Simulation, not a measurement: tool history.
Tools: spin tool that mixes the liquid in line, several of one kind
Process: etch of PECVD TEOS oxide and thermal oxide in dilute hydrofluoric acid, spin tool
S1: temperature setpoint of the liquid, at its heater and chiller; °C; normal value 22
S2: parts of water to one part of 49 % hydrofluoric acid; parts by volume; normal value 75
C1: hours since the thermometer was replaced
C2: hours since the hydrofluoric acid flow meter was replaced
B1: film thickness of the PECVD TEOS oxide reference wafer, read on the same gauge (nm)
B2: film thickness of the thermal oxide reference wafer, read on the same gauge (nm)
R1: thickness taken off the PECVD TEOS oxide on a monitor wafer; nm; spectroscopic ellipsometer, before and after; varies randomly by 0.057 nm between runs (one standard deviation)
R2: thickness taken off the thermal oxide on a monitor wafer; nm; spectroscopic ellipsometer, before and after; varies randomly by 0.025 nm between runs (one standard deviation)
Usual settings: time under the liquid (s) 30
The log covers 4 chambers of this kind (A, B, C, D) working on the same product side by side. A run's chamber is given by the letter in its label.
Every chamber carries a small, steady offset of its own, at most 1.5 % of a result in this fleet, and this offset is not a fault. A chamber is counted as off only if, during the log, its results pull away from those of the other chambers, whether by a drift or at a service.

{"run": "1A", "day": 0.112, "S1": 22, "S2": 75, "time under the liquid (s)": 30, "C1": 1891.8, "C2": 1467.9, "B1": 90.006, "B2": 69.953, "R1": 10.124, "R2": 1.7698}
{"run": "2B", "day": 0.225, "S1": 22, "S2": 75, "time under the liquid (s)": 30, "C1": 2083.7, "C2": 1706.1, "B1": 90.019, "B2": 70.027, "R1": 10.047, "R2": 1.7989}
{"run": "3D", "day": 0.404, "S1": 22, "S2": 75, "time under the liquid (s)": 30, "C1": 187.4, "C2": 627.2, "B1": 89.984, "B2": 70.015, "R1": 10.205, "R2": 1.8296}
{"day": 0.412, "done": "chamber B: hydrofluoric acid flow meter replaced"}
{"run": "4C", "day": 0.575, "S1": 22, "S2": 75, "time under the liquid (s)": 30, "C1": 2417.1, "C2": 601.5, "B1": 90.014, "B2": 69.977, "R1": 10.131, "R2": 1.8108}
{"run": "5C", "day": 0.738, "S1": 22, "S2": 75, "time under the liquid (s)": 30, "C1": 2421, "C2": 605.4, "B1": 89.993, "B2": 69.989, "R1": 10.161, "R2": 1.8137}
{"run": "6A", "day": 0.908, "S1": 22, "S2": 75, "time under the liquid (s)": 30, "C1": 1910.9, "C2": 1487, "B1": 90.007, "B2": 70.035, "R1": 10.074, "R2": 1.7802}
{"run": "7D", "day": 1.071, "S1": 22, "S2": 75, "time under the liquid (s)": 30, "C1": 203.4, "C2": 643.2, "B1": 90.016, "B2": 69.948, "R1": 10.211, "R2": 1.7913}
{"run": "8B", "day": 1.221, "S1": 22, "S2": 75, "time under the liquid (s)": 30, "C1": 2107.6, "C2": 19.5, "B1": 89.997, "B2": 69.958, "R1": 10.059, "R2": 1.7701}
{"run": "9C", "day": 1.338, "S1": 22, "S2": 75, "time under the liquid (s)": 30, "C1": 2435.4, "C2": 619.8, "B1": 90.002, "B2": 70.013, "R1": 10.245, "R2": 1.7668}
{"run": "10A", "day": 1.429, "S1": 22, "S2": 75, "time under the liquid (s)": 30, "C1": 1923.4, "C2": 1499.5, "B1": 90.01, "B2": 69.998, "R1": 10.096, "R2": 1.8003}
{"run": "11B", "day": 1.579, "S1": 22, "S2": 75, "time under the liquid (s)": 30, "C1": 2116.2, "C2": 28.1, "B1": 90.005, "B2": 69.975, "R1": 9.9313, "R2": 1.7814}
{"run": "12D", "day": 1.688, "S1": 22, "S2": 40, "time under the liquid (s)": 30, "C1": 218.2, "C2": 658, "B1": 89.992, "B2": 69.999, "R1": 20.012, "R2": 3.534}
{"run": "13B", "day": 1.85, "S1": 22, "S2": 40, "time under the liquid (s)": 30, "C1": 2122.7, "C2": 34.6, "B1": 89.998, "B2": 69.977, "R1": 19.391, "R2": 3.3694}
{"run": "14C", "day": 2.0, "S1": 22, "S2": 40, "time under the liquid (s)": 30, "C1": 2451.3, "C2": 635.7, "B1": 90.006, "B2": 70.05, "R1": 19.602, "R2": 3.5245}
{"run": "15A", "day": 2.133, "S1": 22, "S2": 40, "time under the liquid (s)": 30, "C1": 1940.3, "C2": 1516.4, "B1": 89.998, "B2": 69.957, "R1": 19.749, "R2": 3.4881}
{"run": "16D", "day": 2.279, "S1": 22, "S2": 75, "time under the liquid (s)": 30, "C1": 232.4, "C2": 672.2, "B1": 90.011, "B2": 70.027, "R1": 10.127, "R2": 1.8348}
{"run": "17B", "day": 2.375, "S1": 22, "S2": 75, "time under the liquid (s)": 30, "C1": 2135.3, "C2": 47.2, "B1": 89.99, "B2": 69.94, "R1": 10.009, "R2": 1.8019}
{"run": "18C", "day": 2.538, "S1": 22, "S2": 75, "time under the liquid (s)": 30, "C1": 2464.2, "C2": 648.6, "B1": 90.008, "B2": 69.968, "R1": 10.189, "R2": 1.7927}
{"run": "19D", "day": 2.625, "S1": 22, "S2": 75, "time under the liquid (s)": 30, "C1": 240.7, "C2": 680.5, "B1": 90.011, "B2": 69.973, "R1": 10.079, "R2": 1.8356}
{"run": "20A", "day": 2.754, "S1": 22, "S2": 75, "time under the liquid (s)": 30, "C1": 1955.2, "C2": 1531.3, "B1": 90.005, "B2": 70.007, "R1": 10.163, "R2": 1.811}
{"run": "21D", "day": 2.867, "S1": 22, "S2": 75, "time under the liquid (s)": 30, "C1": 246.5, "C2": 686.3, "B1": 90.007, "B2": 69.948, "R1": 10.164, "R2": 1.7722}
{"run": "22A", "day": 3.004, "S1": 22, "S2": 75, "time under the liquid (s)": 15, "C1": 1961.2, "C2": 1537.3, "B1": 89.993, "B2": 70.003, "R1": 5.0269, "R2": 0.8952}
{"run": "23C", "day": 3.138, "S1": 22, "S2": 75, "time under the liquid (s)": 15, "C1": 2478.6, "C2": 663, "B1": 89.99, "B2": 70.085, "R1": 5.1234, "R2": 0.89157}
{"day": 3.246, "done": "chamber B: thermometer replaced"}
{"run": "24B", "day": 3.258, "S1": 22, "S2": 75, "time under the liquid (s)": 15, "C1": 0.4, "C2": 68.4, "B1": 90.01, "B2": 70.018, "R1": 5.0542, "R2": 0.89352}
{"run": "25C", "day": 3.383, "S1": 22, "S2": 75, "time under the liquid (s)": 15, "C1": 2484.5, "C2": 668.9, "B1": 89.993, "B2": 70.009, "R1": 5.0751, "R2": 0.90608}
{"run": "26B", "day": 3.562, "S1": 20, "S2": 75, "time under the liquid (s)": 30, "C1": 7.7, "C2": 75.7, "B1": 90.002, "B2": 70.024, "R1": 9.2051, "R2": 1.6341}
{"run": "27D", "day": 3.708, "S1": 20, "S2": 75, "time under the liquid (s)": 30, "C1": 266.7, "C2": 706.5, "B1": 89.993, "B2": 70.005, "R1": 9.2889, "R2": 1.6812}
{"run": "28A", "day": 3.871, "S1": 20, "S2": 75, "time under the liquid (s)": 30, "C1": 1982, "C2": 1558.1, "B1": 89.977, "B2": 69.994, "R1": 9.224, "R2": 1.715}
{"run": "29B", "day": 3.967, "S1": 20, "S2": 75, "time under the liquid (s)": 30, "C1": 17.4, "C2": 85.4, "B1": 90.004, "B2": 70.01, "R1": 9.2106, "R2": 1.6349}
{"run": "30A", "day": 4.088, "S1": 22, "S2": 75, "time under the liquid (s)": 30, "C1": 1987.2, "C2": 1563.3, "B1": 90.002, "B2": 69.993, "R1": 10.055, "R2": 1.7734}
{"run": "31C", "day": 4.171, "S1": 22, "S2": 75, "time under the liquid (s)": 30, "C1": 2503.4, "C2": 687.8, "B1": 89.987, "B2": 69.996, "R1": 10.096, "R2": 1.8605}
{"run": "32D", "day": 4.317, "S1": 22, "S2": 75, "time under the liquid (s)": 30, "C1": 281.3, "C2": 721.1, "B1": 90.003, "B2": 70.037, "R1": 10.036, "R2": 1.8}
{"day": 4.321, "done": "chamber C: thermometer replaced"}
{"run": "33A", "day": 4.454, "S1": 22, "S2": 40, "time under the liquid (s)": 15, "C1": 1996, "C2": 1572.1, "B1": 90.014, "B2": 69.946, "R1": 9.8489, "R2": 1.6921}
{"run": "34B", "day": 4.596, "S1": 22, "S2": 40, "time under the liquid (s)": 15, "C1": 32.5, "C2": 100.5, "B1": 90.017, "B2": 69.968, "R1": 9.7597, "R2": 1.7153}
{"run": "35C", "day": 4.733, "S1": 22, "S2": 40, "time under the liquid (s)": 15, "C1": 9.9, "C2": 701.3, "B1": 90.026, "B2": 70.01, "R1": 9.8859, "R2": 1.7633}
{"run": "36D", "day": 4.854, "S1": 22, "S2": 40, "time under the liquid (s)": 15, "C1": 294.2, "C2": 734, "B1": 89.993, "B2": 70.025, "R1": 10.064, "R2": 1.8124}

Each of the 4 chambers runs these same settings next. Fill in every chamber's results:
{"run": "37A", "day": 4.983, "S1": 18.5, "S2": 75, "time under the liquid (s)": 30, "R1": "?", "R2": "?"}
{"run": "37B", "day": 4.983, "S1": 18.5, "S2": 75, "time under the liquid (s)": 30, "R1": "?", "R2": "?"}
{"run": "37C", "day": 4.983, "S1": 18.5, "S2": 75, "time under the liquid (s)": 30, "R1": "?", "R2": "?"}
{"run": "37D", "day": 4.983, "S1": 18.5, "S2": 75, "time under the liquid (s)": 30, "R1": "?", "R2": "?"}

run=37A R1=8.7919 R2=1.5747
run=37B R1=8.6322 R2=1.5494
run=37C R1=8.8516 R2=1.5486
run=37D R1=8.7876 R2=1.5477
